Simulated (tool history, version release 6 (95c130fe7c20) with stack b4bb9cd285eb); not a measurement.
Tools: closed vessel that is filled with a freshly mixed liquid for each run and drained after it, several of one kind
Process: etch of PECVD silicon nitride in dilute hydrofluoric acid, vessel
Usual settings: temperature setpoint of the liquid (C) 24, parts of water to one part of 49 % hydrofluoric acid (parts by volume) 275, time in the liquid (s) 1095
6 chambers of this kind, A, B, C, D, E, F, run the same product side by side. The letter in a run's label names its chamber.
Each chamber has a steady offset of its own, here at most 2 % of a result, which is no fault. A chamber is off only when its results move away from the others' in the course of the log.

run,hour,temperature setpoint of the liquid (C),parts of water to one part of 49 % hydrofluoric acid (parts by volume),time in the liquid (s),hours since the thermometer was replaced,hours since the hydrofluoric acid flow meter was replaced,"read-back film thickness of the PECVD silicon nitride reference wafer, read on the same gauge (nm)",thickness taken off the PECVD silicon nitride on a monitor wafer (nm)
1E,4.1,24,275,1095,1190.7,47.1,59.984,15.222
2D,10.6,24,275,1095,914.6,1165.8,59.955,15.102
3B,16.4,24,275,1095,1025.1,2584.3,59.995,14.682
4A,21.9,24,275,1095,1265.3,158.3,59.994,14.974
5F,28.6,24,275,1095,819.5,969.6,59.990,14.676
# hour 30.1: chamber B: thermometer replaced
6C,34.0,24,275,1095,1079.1,626.6,60.016,15.081
7E,40.7,24,275,1095,1227.3,83.7,60.012,15.128
8B,44.0,24,275,1095,14.0,2611.9,60.010,14.916
9D,48.0,24,275,1095,952.0,1203.2,60.036,15.464
10C,54.6,24,275,1095,1099.7,647.2,59.998,14.981
11A,60.8,24,275,1095,1304.2,197.2,59.983,14.928
12F,67.3,24,275,1095,858.2,1008.3,59.999,15.058
13B,73.9,24,210,740,43.9,2641.8,60.029,13.316
14D,77.1,24,210,740,981.1,1232.3,59.979,13.488
15E,80.8,24,210,740,1267.4,123.8,59.985,13.344
16F,84.3,24,210,740,875.2,1025.3,59.985,13.191
17A,91.0,24,210,740,1334.4,227.4,60.000,13.106
# hour 96.0: chamber B: hydrofluoric acid flow meter replaced
18C,96.8,24,210,740,1141.9,689.4,60.023,13.131
19C,100.5,24,275,1095,1145.6,693.1,59.985,15.017
20B,105.8,24,275,1095,75.8,9.9,59.971,15.283
21D,110.0,24,275,1095,1014.0,1265.2,59.991,15.059
22F,113.0,24,275,1095,903.9,1054.0,59.982,15.486
23E,116.7,24,275,1095,1303.3,159.7,59.997,15.053
24A,121.8,24,275,1095,1365.2,258.2,59.988,14.970
25B,126.1,24,275,1095,96.1,30.2,60.018,15.180
26A,132.7,24,275,1095,1376.1,269.1,59.973,15.087
27F,138.9,24,275,1095,929.8,1079.9,59.991,16.078
28C,143.4,24,275,1095,1188.5,736.0,60.000,14.872
29E,146.8,24,275,1095,1333.4,189.8,59.976,15.174
30D,152.8,24,275,1095,1056.8,1308.0,59.988,15.018
31E,156.8,24,275,1095,1343.4,199.8,60.017,15.363
32A,161.2,24,275,1095,1404.6,297.6,60.004,15.224
33B,167.6,24,275,1095,137.6,71.7,59.970,15.056
34C,174.2,24,215,660,1219.3,766.8,59.983,11.554
35D,177.4,24,215,660,1081.4,1332.6,59.996,11.605
36F,184.1,24,215,660,975.0,1125.1,60.017,13.001
37C,188.3,24,215,660,1233.4,780.9,60.023,11.550
38D,192.3,24,215,660,1096.3,1347.5,59.974,11.675

All 6 chambers run these settings next. Forecast each chamber's results:
39A,197.2,29,275,1095,,,,?
39B,197.2,29,275,1095,,,,?
39C,197.2,29,275,1095,,,,?
39D,197.2,29,275,1095,,,,?
39E,197.2,29,275,1095,,,,?
39F,197.2,29,275,1095,,,,?

run,thickness taken off the PECVD silicon nitride on a monitor wafer (nm)
39A,20.467
39B,20.386
39C,20.112
39D,20.328
39E,20.622
39F,22.681

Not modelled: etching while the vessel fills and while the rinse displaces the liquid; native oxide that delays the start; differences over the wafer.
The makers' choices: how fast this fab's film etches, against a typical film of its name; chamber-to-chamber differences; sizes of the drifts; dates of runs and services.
